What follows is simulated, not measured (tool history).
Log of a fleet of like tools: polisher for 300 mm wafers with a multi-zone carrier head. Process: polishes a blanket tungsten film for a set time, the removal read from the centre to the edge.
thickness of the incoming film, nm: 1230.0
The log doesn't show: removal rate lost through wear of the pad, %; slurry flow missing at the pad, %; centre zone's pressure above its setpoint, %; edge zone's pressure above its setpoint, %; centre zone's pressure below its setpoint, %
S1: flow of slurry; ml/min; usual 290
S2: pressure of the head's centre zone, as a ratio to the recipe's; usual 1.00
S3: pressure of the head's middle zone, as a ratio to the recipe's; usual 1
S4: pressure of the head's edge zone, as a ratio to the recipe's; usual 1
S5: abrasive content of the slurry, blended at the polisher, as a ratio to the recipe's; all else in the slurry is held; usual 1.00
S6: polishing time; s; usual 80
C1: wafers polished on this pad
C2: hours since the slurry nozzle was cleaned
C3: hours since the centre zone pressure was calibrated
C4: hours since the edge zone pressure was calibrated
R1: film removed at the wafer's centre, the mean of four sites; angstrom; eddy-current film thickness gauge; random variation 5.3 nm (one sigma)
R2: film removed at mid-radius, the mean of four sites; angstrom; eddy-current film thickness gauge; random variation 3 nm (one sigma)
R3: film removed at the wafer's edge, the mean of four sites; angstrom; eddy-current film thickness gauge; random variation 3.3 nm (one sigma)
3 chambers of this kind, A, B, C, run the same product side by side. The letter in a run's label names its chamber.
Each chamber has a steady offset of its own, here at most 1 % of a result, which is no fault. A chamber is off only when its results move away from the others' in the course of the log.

| run | hour | S1 | S2 | S3 | S4 | S5 | S6 | C1 | C2 | C3 | C4 | R1 | R2 | R3 |
|---|---|---|---|---|---|---|---|---|---|---|---|---|---|---|
| 1C | 3.4 | 290 | 1.00 | 1 | 1 | 1.00 | 80 | 289 | 742.5 | 974.8 | 675.2 | 4807.0 | 4818.7 | 4833.6 |
| 2A | 6.0 | 290 | 1.00 | 1 | 1 | 1.00 | 80 | 1309 | 63.3 | 251.7 | 89.1 | 4852.8 | 4799.6 | 4809.5 |
| 3B | 8.5 | 290 | 1.00 | 1 | 1 | 1.00 | 80 | 742 | 159.2 | 217.5 | 954.4 | 4881.9 | 4779.8 | 4767.6 |
| 4B | 10.8 | 290 | 1.00 | 1 | 1 | 1.00 | 80 | 762 | 161.5 | 219.8 | 956.7 | 4833.1 | 4777.7 | 4824.9 |
| 5A | 14.0 | 290 | 1.00 | 1 | 1 | 1.00 | 80 | 1380 | 71.3 | 259.7 | 97.1 | 4796.1 | 4781.4 | 4840.6 |
| 6C | 17.1 | 290 | 1.00 | 1 | 1 | 1.00 | 80 | 410 | 756.2 | 988.5 | 688.9 | 4816.4 | 4850.9 | 4840.2 |
| 7B | 19.1 | 290 | 1.00 | 1 | 1 | 1.15 | 103 | 835 | 169.8 | 228.1 | 965.0 | 6479.9 | 6371.3 | 6455.0 |
| 8C | 22.5 | 290 | 1.00 | 1 | 1 | 1.15 | 103 | 458 | 761.6 | 993.9 | 694.3 | 6377.9 | 6361.4 | 6483.0 |
| 9A | 26.6 | 290 | 1.00 | 1 | 1 | 1.15 | 103 | 1491 | 83.9 | 272.3 | 109.7 | 6469.1 | 6338.5 | 6454.7 |
|  | 27.8 | chamber A: worn pad replaced by a new one |
| 10C | 29.7 | 290 | 1.00 | 1 | 1 | 1.00 | 80 | 521 | 768.8 | 1001.1 | 701.5 | 4849.9 | 4804.6 | 4763.1 |
|  | 30.2 | chamber B: worn pad replaced by a new one |
| 11A | 33.2 | 290 | 1.00 | 1 | 1 | 1.00 | 80 | 48 | 90.5 | 278.9 | 116.3 | 4894.3 | 4786.7 | 4798.8 |
| 12B | 36.3 | 290 | 1.00 | 1 | 1 | 1.00 | 80 | 54 | 187.0 | 245.3 | 982.2 | 4850.9 | 4857.2 | 4825.1 |
| 13B | 38.3 | 375 | 0.89 | 1 | 1 | 1.00 | 80 | 72 | 189.0 | 247.3 | 984.2 | 4361.6 | 4948.4 | 4864.2 |
| 14A | 41.7 | 375 | 0.89 | 1 | 1 | 1.00 | 80 | 123 | 99.0 | 287.4 | 124.8 | 4403.9 | 4950.0 | 4953.5 |
| 15C | 45.5 | 375 | 0.89 | 1 | 1 | 1.00 | 80 | 661 | 784.6 | 1016.9 | 717.3 | 4380.3 | 4965.2 | 4978.2 |
| 16A | 49.4 | 290 | 1.00 | 1 | 1 | 1.00 | 80 | 191 | 106.7 | 295.1 | 132.5 | 4826.0 | 4787.5 | 4793.8 |
| 17B | 52.0 | 290 | 1.00 | 1 | 1 | 1.00 | 80 | 193 | 202.7 | 261.0 | 997.9 | 4873.6 | 4849.7 | 4848.7 |
| 18C | 54.8 | 290 | 1.00 | 1 | 1 | 1.00 | 80 | 743 | 793.9 | 1026.2 | 726.6 | 4766.8 | 4837.0 | 4823.3 |
| 19C | 57.6 | 290 | 1.00 | 1 | 1 | 1.00 | 80 | 768 | 796.7 | 1029.0 | 729.4 | 4736.5 | 4857.8 | 4778.8 |
|  | 61.6 | chamber C: worn pad replaced by a new one |
| 20A | 61.8 | 290 | 1.00 | 1 | 1 | 1.00 | 80 | 301 | 119.1 | 307.5 | 144.9 | 4829.7 | 4799.3 | 4901.5 |
| 21B | 65.5 | 365 | 1.00 | 1 | 1 | 1.00 | 97 | 312 | 216.2 | 274.5 | 1011.4 | 5965.5 | 6056.7 | 5957.8 |
| 22B | 67.8 | 365 | 1.00 | 1 | 1 | 1.00 | 97 | 332 | 218.5 | 276.8 | 1013.7 | 5886.0 | 5990.8 | 5928.5 |
| 23A | 70.4 | 365 | 1.00 | 1 | 1 | 1.00 | 97 | 377 | 127.7 | 316.1 | 153.5 | 5984.5 | 5955.7 | 5887.4 |
| 24C | 74.0 | 290 | 1.00 | 1 | 1 | 1.00 | 80 | 110 | 813.1 | 1045.4 | 745.8 | 4866.8 | 4800.9 | 4844.9 |
| 25B | 76.5 | 290 | 1.00 | 1 | 1 | 1.00 | 80 | 409 | 227.2 | 285.5 | 1022.4 | 4862.6 | 4821.9 | 4798.3 |
| 26A | 80.5 | 290 | 1.00 | 1 | 1 | 1.00 | 80 | 466 | 137.8 | 326.2 | 163.6 | 4806.2 | 4813.6 | 4797.3 |
| 27C | 82.7 | 290 | 1.00 | 1 | 1 | 1.00 | 80 | 187 | 821.8 | 1054.1 | 754.5 | 4770.8 | 4803.7 | 4836.7 |
| 28C | 84.6 | 290 | 1.00 | 1 | 1 | 1.00 | 80 | 203 | 823.7 | 1056.0 | 756.4 | 4776.0 | 4880.7 | 4805.4 |
| 29A | 88.7 | 290 | 1.00 | 1 | 1 | 1.00 | 80 | 538 | 146.0 | 334.4 | 171.8 | 4842.8 | 4806.7 | 4837.7 |
| 30B | 91.0 | 290 | 1.00 | 1 | 1 | 1.00 | 80 | 537 | 241.7 | 300.0 | 1036.9 | 4847.2 | 4840.3 | 4812.3 |
| 31C | 92.9 | 290 | 1.00 | 1 | 1 | 1.00 | 80 | 277 | 832.0 | 1064.3 | 764.7 | 4794.3 | 4820.4 | 4792.6 |

Is one chamber off against the others, does the gauge drift, or is nothing wrong? If a chamber is off, say which, and what the likeliest cause is.

No chamber stands off beyond its own small offset, and the gauge holds steady.
